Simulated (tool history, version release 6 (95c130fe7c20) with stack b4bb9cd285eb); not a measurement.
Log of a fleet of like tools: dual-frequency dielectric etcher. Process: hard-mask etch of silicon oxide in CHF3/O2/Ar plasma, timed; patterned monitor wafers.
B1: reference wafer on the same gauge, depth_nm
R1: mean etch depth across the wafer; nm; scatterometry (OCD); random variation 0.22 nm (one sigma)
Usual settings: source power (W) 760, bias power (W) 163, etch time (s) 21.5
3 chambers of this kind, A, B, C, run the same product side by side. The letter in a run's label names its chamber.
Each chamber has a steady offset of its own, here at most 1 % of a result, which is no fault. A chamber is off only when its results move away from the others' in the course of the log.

Run 1C, hour 6.8: usual settings; B1 52.313. Result: R1 45.229 nm.
Run 2B, hour 14.5: usual settings; B1 52.296. Result: R1 45.508 nm.
Run 3A, hour 23.4: usual settings; B1 52.34. Result: R1 45.048 nm.
Run 4A, hour 35.2: usual settings; B1 52.329. Result: R1 44.644 nm.
Run 5B, hour 44.7: usual settings; B1 52.376. Result: R1 45.106 nm.
Run 6C, hour 54: usual settings; B1 52.395. Result: R1 44.716 nm.
Run 7B, hour 64.3: usual settings; B1 52.277. Result: R1 45.107 nm.
Run 8C, hour 79.5: usual settings; B1 52.297. Result: R1 44.567 nm.
Run 9A, hour 88.9: usual settings; B1 52.295. Result: R1 45.024 nm.
Run 10A, hour 97.4: usual settings; B1 52.369. Result: R1 44.705 nm.
Run 11B, hour 111.6: usual settings; B1 52.34. Result: R1 45.143 nm.
Run 12C, hour 124.6: usual settings; B1 52.262. Result: R1 45.073 nm.
Run 13C, hour 135.4: usual settings; B1 52.263. Result: R1 45.119 nm.
Run 14A, hour 143.3: usual settings; B1 52.273. Result: R1 44.922 nm.
Run 15B, hour 153.9: usual settings; B1 52.299. Result: R1 45.102 nm.
Run 16B, hour 161.5: usual settings; B1 52.364. Result: R1 45.151 nm.
Run 17A, hour 172: usual settings; B1 52.318. Result: R1 44.585 nm.
Run 18C, hour 184.7: usual settings; B1 52.248. Result: R1 45.164 nm.
Run 19A, hour 198.1: usual settings; B1 52.28. Result: R1 45.092 nm.
Run 20B, hour 207: usual settings; B1 52.272. Result: R1 45.833 nm.
Run 21C, hour 220.8: usual settings; B1 52.297. Result: R1 45.473 nm.
Run 22A, hour 232.1: usual settings; B1 52.283. Result: R1 44.746 nm.
Run 23C, hour 246.3: usual settings; B1 52.277. Result: R1 44.758 nm.
Run 24B, hour 258.1: usual settings; B1 52.373. Result: R1 45.186 nm.
Run 25A, hour 266.8: usual settings; B1 52.338. Result: R1 44.611 nm.
Run 26C, hour 276.5: usual settings; B1 52.347. Result: R1 45.344 nm.
Run 27B, hour 289: usual settings; B1 52.233. Result: R1 45.093 nm.
Run 28C, hour 295.6: usual settings; B1 52.359. Result: R1 44.65 nm.
Run 29B, hour 310.8: usual settings; B1 52.276. Result: R1 45.536 nm.
Run 30A, hour 322: usual settings; B1 52.259. Result: R1 44.993 nm.
At hour 334.5: chamber A: source power generator calibrated.
Run 31C, hour 336.9: usual settings; B1 52.298. Result: R1 44.857 nm.
At hour 348.7: chamber C: wet clean of the chamber.
Run 32A, hour 350.3: usual settings but source power (W) 910, bias power (W) 146; B1 52.303. Result: R1 46.629 nm.
Run 33B, hour 362.9: usual settings but source power (W) 910, bias power (W) 146; B1 52.361. Result: R1 47.35 nm.
Run 34B, hour 373.8: usual settings but source power (W) 910, bias power (W) 146; B1 52.258. Result: R1 46.999 nm.
Run 35C, hour 380.8: usual settings; B1 52.244. Result: R1 45.042 nm.
Run 36A, hour 392.2: usual settings; B1 52.237. Result: R1 44.868 nm.
Run 37A, hour 402.5: usual settings; B1 52.381. Result: R1 45.128 nm.
Run 38B, hour 410.5: usual settings; B1 52.275. Result: R1 45.001 nm.
Run 39C, hour 425.4: usual settings; B1 52.293. Result: R1 45.562 nm.
Run 40A, hour 434: usual settings but source power (W) 590; B1 52.236. Result: R1 41.07 nm.
At hour 435.8: chamber B: wet clean of the chamber.
Run 41C, hour 447.5: usual settings but source power (W) 590; B1 52.324. Result: R1 41.041 nm.
Run 42B, hour 459.2: usual settings but source power (W) 590; B1 52.252. Result: R1 40.975 nm.
At hour 463.9: chamber A: wet clean of the chamber.
Run 43A, hour 467.3: usual settings but etch time (s) 17.5; B1 52.284. Result: R1 36.414 nm.

Next, every chamber runs the same settings. What will each give?
Run 44A, hour 478.2: usual settings but etch time (s) 25. Result: R1 ?.
Run 44B, hour 478.2: usual settings but etch time (s) 25. Result: R1 ?.
Run 44C, hour 478.2: usual settings but etch time (s) 25. Result: R1 ?.

run      R1
44A   52.17
44B  53.142
44C  52.611
